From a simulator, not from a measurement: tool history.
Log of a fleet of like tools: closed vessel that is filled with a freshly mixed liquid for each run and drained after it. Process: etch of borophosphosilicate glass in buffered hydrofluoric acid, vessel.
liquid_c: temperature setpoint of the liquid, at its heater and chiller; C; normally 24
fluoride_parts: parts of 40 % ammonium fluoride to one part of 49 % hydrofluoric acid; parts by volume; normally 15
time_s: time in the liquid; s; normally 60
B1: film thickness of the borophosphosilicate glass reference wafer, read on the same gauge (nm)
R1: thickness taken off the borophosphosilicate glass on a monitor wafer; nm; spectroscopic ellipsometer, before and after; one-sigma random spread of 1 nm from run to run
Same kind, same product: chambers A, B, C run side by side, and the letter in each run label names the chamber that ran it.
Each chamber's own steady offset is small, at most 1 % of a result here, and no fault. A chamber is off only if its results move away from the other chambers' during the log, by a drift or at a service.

run 1B hour=7.8 | liquid_c=24 fluoride_parts=15 time_s=60 | B1=49.989 | R1=147.07
run 2A hour=14.4 | liquid_c=24 fluoride_parts=15 time_s=60 | B1=50.007 | R1=144.4
run 3C hour=20.7 | liquid_c=24 fluoride_parts=15 time_s=60 | B1=49.989 | R1=143.14
run 4C hour=29 | liquid_c=24 fluoride_parts=15 time_s=60 | B1=50 | R1=143.61
run 5B hour=37.7 | liquid_c=24 fluoride_parts=15 time_s=60 | B1=49.993 | R1=145.24
-- hour=44.6 chamber B: thermometer replaced
run 6A hour=46.5 | liquid_c=24 fluoride_parts=15 time_s=60 | B1=50.029 | R1=143.14
run 7B hour=50.6 | liquid_c=24 fluoride_parts=15 time_s=60 | B1=50.023 | R1=145.8
run 8C hour=55.2 | liquid_c=24 fluoride_parts=15 time_s=60 | B1=50.008 | R1=143.19
run 9A hour=63.7 | liquid_c=24 fluoride_parts=15 time_s=60 | B1=50.015 | R1=142.27
run 10B hour=70.6 | liquid_c=24 fluoride_parts=15 time_s=60 | B1=49.981 | R1=145.87
run 11A hour=75.2 | liquid_c=24 fluoride_parts=15 time_s=60 | B1=49.987 | R1=142.97
run 12C hour=82.7 | liquid_c=24 fluoride_parts=15 time_s=60 | B1=49.977 | R1=144.93
run 13A hour=88.6 | liquid_c=24 fluoride_parts=15 time_s=60 | B1=49.981 | R1=143.63
run 14C hour=94.8 | liquid_c=24 fluoride_parts=15 time_s=60 | B1=49.983 | R1=143.79
-- hour=100.3 chamber C: hydrofluoric acid flow meter replaced
run 15B hour=101.8 | liquid_c=24 fluoride_parts=15 time_s=60 | B1=50.016 | R1=147.3
run 16B hour=106.6 | liquid_c=24 fluoride_parts=15 time_s=60 | B1=50.019 | R1=148.76
run 17A hour=112 | liquid_c=24 fluoride_parts=15 time_s=60 | B1=50.016 | R1=144.23
run 18C hour=117.3 | liquid_c=24 fluoride_parts=15 time_s=60 | B1=49.983 | R1=144.08
run 19C hour=122.6 | liquid_c=24 fluoride_parts=15 time_s=60 | B1=50.005 | R1=144.93
run 20B hour=127.5 | liquid_c=24 fluoride_parts=15 time_s=60 | B1=50.001 | R1=149.32
run 21A hour=133.8 | liquid_c=24 fluoride_parts=15 time_s=60 | B1=49.97 | R1=142.26
run 22B hour=140 | liquid_c=24 fluoride_parts=15 time_s=60 | B1=49.997 | R1=150.16
run 23A hour=148.5 | liquid_c=24 fluoride_parts=15 time_s=60 | B1=50.008 | R1=143.54
run 24C hour=154.6 | liquid_c=24 fluoride_parts=15 time_s=60 | B1=50.006 | R1=143.75
run 25B hour=163.5 | liquid_c=24 fluoride_parts=15 time_s=60 | B1=50.005 | R1=152.76
run 26C hour=167.9 | liquid_c=27.5 fluoride_parts=15 time_s=90 | B1=49.992 | R1=260.28
run 27A hour=173.1 | liquid_c=27.5 fluoride_parts=15 time_s=90 | B1=49.977 | R1=258.78
run 28A hour=179.7 | liquid_c=27.5 fluoride_parts=15 time_s=90 | B1=50.033 | R1=259.64
run 29B hour=185.6 | liquid_c=24 fluoride_parts=15 time_s=60 | B1=49.999 | R1=153.87
run 30C hour=190.7 | liquid_c=24 fluoride_parts=15 time_s=60 | B1=50.034 | R1=144.21
run 31C hour=195.8 | liquid_c=24 fluoride_parts=15 time_s=60 | B1=49.98 | R1=145.27
run 32A hour=203 | liquid_c=24 fluoride_parts=15 time_s=60 | B1=49.961 | R1=143.07
-- hour=206.4 chamber C: thermometer replaced
run 33B hour=211.2 | liquid_c=24 fluoride_parts=15 time_s=60 | B1=49.981 | R1=154.76
run 34A hour=217.8 | liquid_c=24 fluoride_parts=15 time_s=60 | B1=50.028 | R1=143.48
run 35B hour=223.8 | liquid_c=24 fluoride_parts=15 time_s=60 | B1=49.995 | R1=156.76
run 36C hour=228.6 | liquid_c=24 fluoride_parts=15 time_s=60 | B1=50.027 | R1=144.24
run 37A hour=234.1 | liquid_c=24 fluoride_parts=21 time_s=60 | B1=49.991 | R1=104.2

Each of the 3 chambers runs these same settings next. Fill in every chamber's results:
run 38A hour=240.5 | liquid_c=24 fluoride_parts=13 time_s=60 | R1=?
run 38B hour=240.5 | liquid_c=24 fluoride_parts=13 time_s=60 | R1=?
run 38C hour=240.5 | liquid_c=24 fluoride_parts=13 time_s=60 | R1=?

run=38A R1=166.34
run=38B R1=185.36
run=38C R1=166.59
